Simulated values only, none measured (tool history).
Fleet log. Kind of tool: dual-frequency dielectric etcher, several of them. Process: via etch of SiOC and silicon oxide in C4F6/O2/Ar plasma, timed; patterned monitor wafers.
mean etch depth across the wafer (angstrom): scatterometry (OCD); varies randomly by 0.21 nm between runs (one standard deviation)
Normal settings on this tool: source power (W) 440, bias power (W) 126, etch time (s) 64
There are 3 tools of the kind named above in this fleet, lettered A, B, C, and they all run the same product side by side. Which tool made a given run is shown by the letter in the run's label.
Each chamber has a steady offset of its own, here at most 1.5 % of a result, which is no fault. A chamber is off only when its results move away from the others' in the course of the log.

run   hour  source power (W)  bias power (W)  etch time (s)  hours since the last wet clean  hours since the last source power generator calibration  hours since the last bias power generator calibration  read-back reference wafer on the same gauge, depth_nm  mean etch depth across the wafer (angstrom)
       0.5  -- chamber A: source power generator calibrated
 1C    2.8               440             126             64                           221.1                                                    243.7                                                 2560.7                                                 78.977                                       660.34
 2B    7.3               440             126             64                           332.8                                                   2337.8                                                 2073.5                                                 79.032                                       665.56
 3A   10.8               440             126             64                           451.3                                                     10.4                                                 1929.1                                                 78.969                                       676.37
 4A   13.9               440             126             64                           454.4                                                     13.5                                                 1932.2                                                 79.023                                       673.11
 5C   18.3               440             126             64                           236.6                                                    259.2                                                 2576.2                                                 79.011                                       662.48
 6B   24.6               440             126             64                           350.1                                                   2355.1                                                 2090.8                                                 78.956                                       672.04
 7A   28.2               440             126             64                           468.7                                                     27.8                                                 1946.5                                                 79.045                                       677.22
 8B   32.8               440             126             64                           358.3                                                   2363.3                                                 2099.0                                                 78.987                                       672.36
      33.6  -- chamber A: wet clean of the chamber
 9C   37.1               440             126             64                           255.4                                                    278.0                                                 2595.0                                                 78.998                                       658.43
10A   41.8               440             126             64                             8.3                                                     41.4                                                 1960.1                                                 78.973                                       677.22
11B   47.0               440             156             64                           372.5                                                   2377.5                                                 2113.2                                                 79.048                                       718.19
12C   52.4               440             156             64                           270.7                                                    293.3                                                 2610.3                                                 78.943                                       705.47
13C   57.6               440             156             64                           275.9                                                    298.5                                                 2615.5                                                 79.040                                       705.50
14B   60.9               350             126             64                           386.4                                                   2391.4                                                 2127.1                                                 79.008                                       615.72
15A   64.0               350             126             64                            30.5                                                     63.6                                                 1982.3                                                 78.954                                       617.92
16C   69.2               350             126             64                           287.5                                                    310.1                                                 2627.1                                                 79.033                                       606.63
17A   74.2               440             126             64                            40.7                                                     73.8                                                 1992.5                                                 79.046                                       677.46
18B   78.6               440             126             64                           404.1                                                   2409.1                                                 2144.8                                                 78.996                                       668.29
19B   84.1               510             126             64                           409.6                                                   2414.6                                                 2150.3                                                 78.979                                       713.61
20A   88.8               510             126             64                            55.3                                                     88.4                                                 2007.1                                                 79.045                                       716.98
21C   95.1               510             126             64                           313.4                                                    336.0                                                 2653.0                                                 79.004                                       711.71
22A  101.4               440             126             64                            67.9                                                    101.0                                                 2019.7                                                 79.030                                       674.63
23C  107.0               440             126             64                           325.3                                                    347.9                                                 2664.9                                                 78.958                                       667.71
24B  113.4               440             126             64                           438.9                                                   2443.9                                                 2179.6                                                 79.025                                       672.59
25B  117.8               440             126             64                           443.3                                                   2448.3                                                 2184.0                                                 79.032                                       675.29
26C  122.7               440             126             64                           341.0                                                    363.6                                                 2680.6                                                 79.046                                       676.36
27A  126.1               440             126             64                            92.6                                                    125.7                                                 2044.4                                                 79.019                                       673.32
     126.6  -- chamber B: wet clean of the chamber
28A  129.0               440             126             64                            95.5                                                    128.6                                                 2047.3                                                 78.991                                       677.84
29C  134.0               440             126             64                           352.3                                                    374.9                                                 2691.9                                                 79.049                                       679.72
30B  138.3               440             126             64                            11.8                                                   2468.8                                                 2204.5                                                 79.049                                       673.06
31A  141.7               440             126             64                           108.2                                                    141.3                                                 2060.0                                                 79.051                                       675.82
32B  146.4               440             126             64                            19.9                                                   2476.9                                                 2212.6                                                 79.043                                       669.69
33C  151.5               440             106             64                           369.8                                                    392.4                                                 2709.4                                                 79.046                                       650.35
34B  155.1               440             106             64                            28.6                                                   2485.6                                                 2221.3                                                 79.068                                       639.72
35C  159.7               440             106             64                           378.0                                                    400.6                                                 2717.6                                                 78.980                                       651.92
36A  163.4               440             126             64                           129.9                                                    163.0                                                 2081.7                                                 78.974                                       676.05

All 3 chambers run these settings next. Forecast each chamber's results:
37A  168.0               440             126             64                                                                                                                                                                                                                                                   ?
37B  168.0               440             126             64                                                                                                                                                                                                                                                   ?
37C  168.0               440             126             64                                                                                                                                                                                                                                                   ?

run  mean etch depth across the wafer (angstrom)
37A                                       677.01
37B                                       669.31
37C                                       689.29
